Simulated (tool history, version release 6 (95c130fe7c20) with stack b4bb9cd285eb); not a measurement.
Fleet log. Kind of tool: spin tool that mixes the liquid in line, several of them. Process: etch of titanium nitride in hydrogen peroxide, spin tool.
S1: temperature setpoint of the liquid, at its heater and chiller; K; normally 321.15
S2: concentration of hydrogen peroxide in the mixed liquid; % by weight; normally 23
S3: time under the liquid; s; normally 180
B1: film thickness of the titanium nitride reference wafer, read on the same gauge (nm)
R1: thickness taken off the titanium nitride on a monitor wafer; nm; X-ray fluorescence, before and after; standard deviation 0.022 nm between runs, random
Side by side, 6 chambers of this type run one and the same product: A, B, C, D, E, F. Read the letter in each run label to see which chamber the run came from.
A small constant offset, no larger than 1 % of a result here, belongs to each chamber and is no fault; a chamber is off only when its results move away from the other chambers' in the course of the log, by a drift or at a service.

{"run": "1A", "hour": 4.7, "S1": 321.15, "S2": 23, "S3": 180, "B1": 140.0, "R1": 3.9982}
{"hour": 10.2, "done": "chamber A: thermometer replaced"}
{"run": "2E", "hour": 12.0, "S1": 321.15, "S2": 23, "S3": 180, "B1": 139.99, "R1": 3.9633}
{"hour": 16.2, "done": "chamber C: new drum of peroxide connected"}
{"run": "3F", "hour": 19.3, "S1": 321.15, "S2": 23, "S3": 180, "B1": 139.99, "R1": 3.9823}
{"hour": 21.8, "done": "chamber A: peroxide flow meter replaced"}
{"run": "4C", "hour": 27.0, "S1": 321.15, "S2": 23, "S3": 180, "B1": 139.97, "R1": 4.0057}
{"run": "5B", "hour": 34.5, "S1": 321.15, "S2": 23, "S3": 180, "B1": 139.99, "R1": 3.9933}
{"run": "6D", "hour": 42.1, "S1": 321.15, "S2": 23, "S3": 180, "B1": 140.03, "R1": 3.9198}
{"run": "7B", "hour": 50.5, "S1": 321.15, "S2": 23, "S3": 180, "B1": 139.99, "R1": 3.9711}
{"run": "8C", "hour": 55.4, "S1": 321.15, "S2": 23, "S3": 180, "B1": 139.96, "R1": 3.9622}
{"run": "9E", "hour": 59.6, "S1": 321.15, "S2": 23, "S3": 180, "B1": 140.01, "R1": 3.9694}
{"run": "10A", "hour": 64.0, "S1": 321.15, "S2": 23, "S3": 180, "B1": 140.01, "R1": 4.0322}
{"run": "11D", "hour": 72.8, "S1": 321.15, "S2": 23, "S3": 180, "B1": 139.94, "R1": 3.9695}
{"run": "12F", "hour": 80.6, "S1": 321.15, "S2": 23, "S3": 180, "B1": 140.0, "R1": 4.0434}
{"run": "13C", "hour": 84.4, "S1": 324.65, "S2": 23, "S3": 180, "B1": 139.97, "R1": 5.0811}
{"run": "14A", "hour": 89.9, "S1": 324.65, "S2": 23, "S3": 180, "B1": 140.01, "R1": 5.1751}
{"run": "15B", "hour": 93.9, "S1": 324.65, "S2": 23, "S3": 180, "B1": 139.96, "R1": 5.0977}
{"run": "16E", "hour": 100.2, "S1": 324.65, "S2": 23, "S3": 180, "B1": 139.97, "R1": 5.1327}
{"run": "17F", "hour": 107.3, "S1": 324.65, "S2": 23, "S3": 180, "B1": 140.0, "R1": 5.1296}
{"run": "18D", "hour": 113.9, "S1": 324.65, "S2": 23, "S3": 180, "B1": 140.03, "R1": 5.0793}
{"run": "19B", "hour": 120.3, "S1": 321.15, "S2": 23, "S3": 95, "B1": 140.02, "R1": 2.123}
{"run": "20D", "hour": 125.5, "S1": 321.15, "S2": 23, "S3": 95, "B1": 139.98, "R1": 2.0915}
{"run": "21C", "hour": 133.9, "S1": 321.15, "S2": 23, "S3": 95, "B1": 139.98, "R1": 2.053}
{"run": "22F", "hour": 141.5, "S1": 321.15, "S2": 23, "S3": 95, "B1": 139.99, "R1": 2.1353}
{"hour": 141.7, "done": "chamber D: new drum of peroxide connected"}
{"run": "23A", "hour": 146.5, "S1": 321.15, "S2": 23, "S3": 95, "B1": 140.03, "R1": 2.1143}
{"run": "24E", "hour": 154.0, "S1": 321.15, "S2": 23, "S3": 95, "B1": 139.97, "R1": 2.1023}
{"hour": 161.3, "done": "chamber F: peroxide flow meter replaced"}
{"run": "25A", "hour": 162.2, "S1": 321.15, "S2": 23, "S3": 180, "B1": 140.04, "R1": 3.9877}
{"run": "26B", "hour": 169.6, "S1": 321.15, "S2": 23, "S3": 180, "B1": 140.02, "R1": 4.0018}
{"run": "27E", "hour": 175.2, "S1": 321.15, "S2": 23, "S3": 180, "B1": 140.02, "R1": 3.9998}
{"run": "28F", "hour": 179.1, "S1": 321.15, "S2": 23, "S3": 180, "B1": 140.01, "R1": 4.0255}
{"run": "29C", "hour": 185.7, "S1": 321.15, "S2": 23, "S3": 180, "B1": 140.03, "R1": 3.8252}
{"run": "30D", "hour": 189.9, "S1": 321.15, "S2": 18, "S3": 180, "B1": 140.0, "R1": 3.7784}
{"hour": 190.2, "done": "chamber F: new drum of peroxide connected"}
{"run": "31A", "hour": 196.5, "S1": 321.15, "S2": 18, "S3": 180, "B1": 140.0, "R1": 3.7939}
{"run": "32B", "hour": 202.4, "S1": 321.15, "S2": 18, "S3": 180, "B1": 139.99, "R1": 3.7691}
{"run": "33D", "hour": 210.0, "S1": 321.15, "S2": 18, "S3": 180, "B1": 140.04, "R1": 3.7362}
{"run": "34E", "hour": 214.7, "S1": 321.15, "S2": 18, "S3": 180, "B1": 139.96, "R1": 3.7783}
{"run": "35C", "hour": 223.1, "S1": 321.15, "S2": 18, "S3": 180, "B1": 139.98, "R1": 3.585}
{"run": "36F", "hour": 227.3, "S1": 321.15, "S2": 23, "S3": 180, "B1": 139.99, "R1": 4.0196}
{"run": "37D", "hour": 233.1, "S1": 321.15, "S2": 23, "S3": 180, "B1": 140.0, "R1": 3.9726}
{"run": "38C", "hour": 237.6, "S1": 321.15, "S2": 23, "S3": 180, "B1": 139.95, "R1": 3.7962}
{"run": "39B", "hour": 241.7, "S1": 321.15, "S2": 23, "S3": 180, "B1": 140.0, "R1": 4.0268}
{"run": "40A", "hour": 246.7, "S1": 321.15, "S2": 23, "S3": 180, "B1": 140.03, "R1": 4.0203}
{"run": "41F", "hour": 254.2, "S1": 321.15, "S2": 23, "S3": 180, "B1": 139.98, "R1": 4.0496}

For the next run the whole fleet of 6 chambers uses the same settings. Give each chamber's results:
{"run": "42A", "hour": 260.5, "S1": 321.15, "S2": 23, "S3": 180, "R1": "?"}
{"run": "42B", "hour": 260.5, "S1": 321.15, "S2": 23, "S3": 180, "R1": "?"}
{"run": "42C", "hour": 260.5, "S1": 321.15, "S2": 23, "S3": 180, "R1": "?"}
{"run": "42D", "hour": 260.5, "S1": 321.15, "S2": 23, "S3": 180, "R1": "?"}
{"run": "42E", "hour": 260.5, "S1": 321.15, "S2": 23, "S3": 180, "R1": "?"}
{"run": "42F", "hour": 260.5, "S1": 321.15, "S2": 23, "S3": 180, "R1": "?"}

run=42A R1=3.9944
run=42B R1=4.0243
run=42C R1=3.7577
run=42D R1=3.9566
run=42E R1=3.9787
run=42F R1=4.0421
